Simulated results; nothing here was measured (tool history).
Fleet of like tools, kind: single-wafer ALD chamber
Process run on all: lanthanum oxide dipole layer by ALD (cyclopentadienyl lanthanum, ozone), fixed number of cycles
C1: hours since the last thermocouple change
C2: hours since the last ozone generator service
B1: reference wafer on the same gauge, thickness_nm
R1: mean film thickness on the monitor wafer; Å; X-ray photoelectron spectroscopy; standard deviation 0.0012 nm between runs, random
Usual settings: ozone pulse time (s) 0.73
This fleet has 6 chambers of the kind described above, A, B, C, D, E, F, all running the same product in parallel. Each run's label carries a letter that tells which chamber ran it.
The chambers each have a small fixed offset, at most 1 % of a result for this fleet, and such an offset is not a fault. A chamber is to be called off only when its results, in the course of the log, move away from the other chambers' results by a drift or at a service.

Run 1F, day 0.288: usual settings; C1 291.4; C2 435; B1 0.49396. Result: R1 4.4366 Å.
Run 2E, day 0.538: usual settings; C1 29; C2 1037.2; B1 0.49412. Result: R1 4.4104 Å.
Run 3B, day 0.95: usual settings; C1 836.6; C2 61.1; B1 0.49398. Result: R1 4.473 Å.
Run 4D, day 1.354: usual settings; C1 1091.8; C2 894.2; B1 0.49396. Result: R1 4.3909 Å.
Run 5A, day 1.708: usual settings; C1 2086.3; C2 641; B1 0.49398. Result: R1 4.4269 Å.
Run 6C, day 2.025: usual settings; C1 248.7; C2 532.2; B1 0.49439. Result: R1 4.4961 Å.
Run 7B, day 2.25: usual settings; C1 867.8; C2 92.3; B1 0.4939. Result: R1 4.4782 Å.
Run 8D, day 2.6: usual settings; C1 1121.7; C2 924.1; B1 0.49393. Result: R1 4.4201 Å.
Run 9F, day 2.821: usual settings; C1 352.2; C2 495.8; B1 0.49408. Result: R1 4.4498 Å.
Run 10C, day 3.154: usual settings; C1 275.8; C2 559.3; B1 0.49396. Result: R1 4.4795 Å.
Run 11E, day 3.408: usual settings; C1 97.9; C2 1106.1; B1 0.49428. Result: R1 4.4173 Å.
At day 3.733: chamber C: ozone generator serviced.
Run 12A, day 3.762: usual settings but ozone pulse time (s) 0.91; C1 2135.6; C2 690.3; B1 0.49395. Result: R1 4.8321 Å.
Run 13C, day 3.958: usual settings but ozone pulse time (s) 0.91; C1 295.1; C2 5.5; B1 0.49382. Result: R1 4.8814 Å.
Run 14A, day 4.2: usual settings but ozone pulse time (s) 0.91; C1 2146.1; C2 700.8; B1 0.49405. Result: R1 4.8407 Å.
Run 15F, day 4.396: usual settings but ozone pulse time (s) 0.91; C1 390; C2 533.6; B1 0.49397. Result: R1 4.8343 Å.
Run 16B, day 4.758: usual settings but ozone pulse time (s) 0.91; C1 928; C2 152.5; B1 0.49421. Result: R1 4.8844 Å.
At day 5.067: chamber D: ozone generator serviced.
Run 17D, day 5.096: usual settings but ozone pulse time (s) 0.91; C1 1181.6; C2 0.7; B1 0.49409. Result: R1 4.8067 Å.
Run 18E, day 5.529: usual settings; C1 148.8; C2 1157; B1 0.49385. Result: R1 4.4173 Å.
Run 19B, day 5.762: usual settings; C1 952.1; C2 176.6; B1 0.494. Result: R1 4.46 Å.
At day 5.992: chamber A: ozone generator serviced.
Run 20E, day 6.1: usual settings but ozone pulse time (s) 0.49; C1 162.5; C2 1170.7; B1 0.49384. Result: R1 3.5895 Å.
Run 21F, day 6.408: usual settings but ozone pulse time (s) 0.49; C1 438.3; C2 581.9; B1 0.49403. Result: R1 3.6438 Å.
Run 22A, day 6.696: usual settings but ozone pulse time (s) 0.49; C1 2206; C2 16.9; B1 0.49426. Result: R1 3.6361 Å.
Run 23D, day 7.033: usual settings but ozone pulse time (s) 0.49; C1 1228.1; C2 47.2; B1 0.49395. Result: R1 3.5848 Å.
Run 24C, day 7.296: usual settings but ozone pulse time (s) 0.49; C1 375.2; C2 85.6; B1 0.4935. Result: R1 3.6585 Å.
Run 25A, day 7.738: usual settings but ozone pulse time (s) 0.49; C1 2231; C2 41.9; B1 0.49407. Result: R1 3.6285 Å.
Run 26C, day 7.958: usual settings but ozone pulse time (s) 0.5; C1 391.1; C2 101.5; B1 0.49397. Result: R1 3.6833 Å.
Run 27B, day 8.254: usual settings but ozone pulse time (s) 0.5; C1 1011.9; C2 236.4; B1 0.49404. Result: R1 3.68 Å.
Run 28E, day 8.554: usual settings but ozone pulse time (s) 0.5; C1 221.4; C2 1229.6; B1 0.49381. Result: R1 3.6202 Å.
Run 29F, day 8.929: usual settings but ozone pulse time (s) 0.5; C1 498.8; C2 642.4; B1 0.49398. Result: R1 3.6779 Å.
Run 30D, day 9.367: usual settings but ozone pulse time (s) 0.5; C1 1284.1; C2 103.2; B1 0.49391. Result: R1 3.6385 Å.
Run 31B, day 9.746: usual settings but ozone pulse time (s) 0.5; C1 1047.7; C2 272.2; B1 0.49405. Result: R1 3.6553 Å.
Run 32C, day 10.15: usual settings; C1 443.7; C2 154.1; B1 0.49384. Result: R1 4.4973 Å.
Run 33D, day 10.542: usual settings; C1 1312.3; C2 131.4; B1 0.49414. Result: R1 4.406 Å.
Run 34A, day 10.742: usual settings; C1 2303.1; C2 114; B1 0.49373. Result: R1 4.4307 Å.
Run 35E, day 11.108: usual settings; C1 282.7; C2 1290.9; B1 0.49427. Result: R1 4.4265 Å.
Run 36F, day 11.546: usual settings; C1 561.6; C2 705.2; B1 0.4941. Result: R1 4.458 Å.
Run 37F, day 11.821: usual settings; C1 568.2; C2 711.8; B1 0.49415. Result: R1 4.4464 Å.
Run 38E, day 12.188: usual settings but ozone pulse time (s) 0.84; C1 308.6; C2 1316.8; B1 0.49378. Result: R1 4.6882 Å.
Run 39B, day 12.517: usual settings but ozone pulse time (s) 0.84; C1 1114.2; C2 338.7; B1 0.49378. Result: R1 4.7541 Å.
Run 40D, day 12.912: usual settings but ozone pulse time (s) 0.84; C1 1369.2; C2 188.3; B1 0.49416. Result: R1 4.6574 Å.
Run 41A, day 13.146: usual settings but ozone pulse time (s) 0.84; C1 2360.8; C2 171.7; B1 0.49413. Result: R1 4.6895 Å.
Run 42C, day 13.5: usual settings but ozone pulse time (s) 0.84; C1 524.1; C2 234.5; B1 0.49393. Result: R1 4.73 Å.

One chamber off, gauge drift, or nothing amiss beyond the chambers' own small offsets? If it is a chamber, which one, and what is the likeliest cause?

Beyond each chamber's small constant offset nothing stands out, and the gauge stays steady.

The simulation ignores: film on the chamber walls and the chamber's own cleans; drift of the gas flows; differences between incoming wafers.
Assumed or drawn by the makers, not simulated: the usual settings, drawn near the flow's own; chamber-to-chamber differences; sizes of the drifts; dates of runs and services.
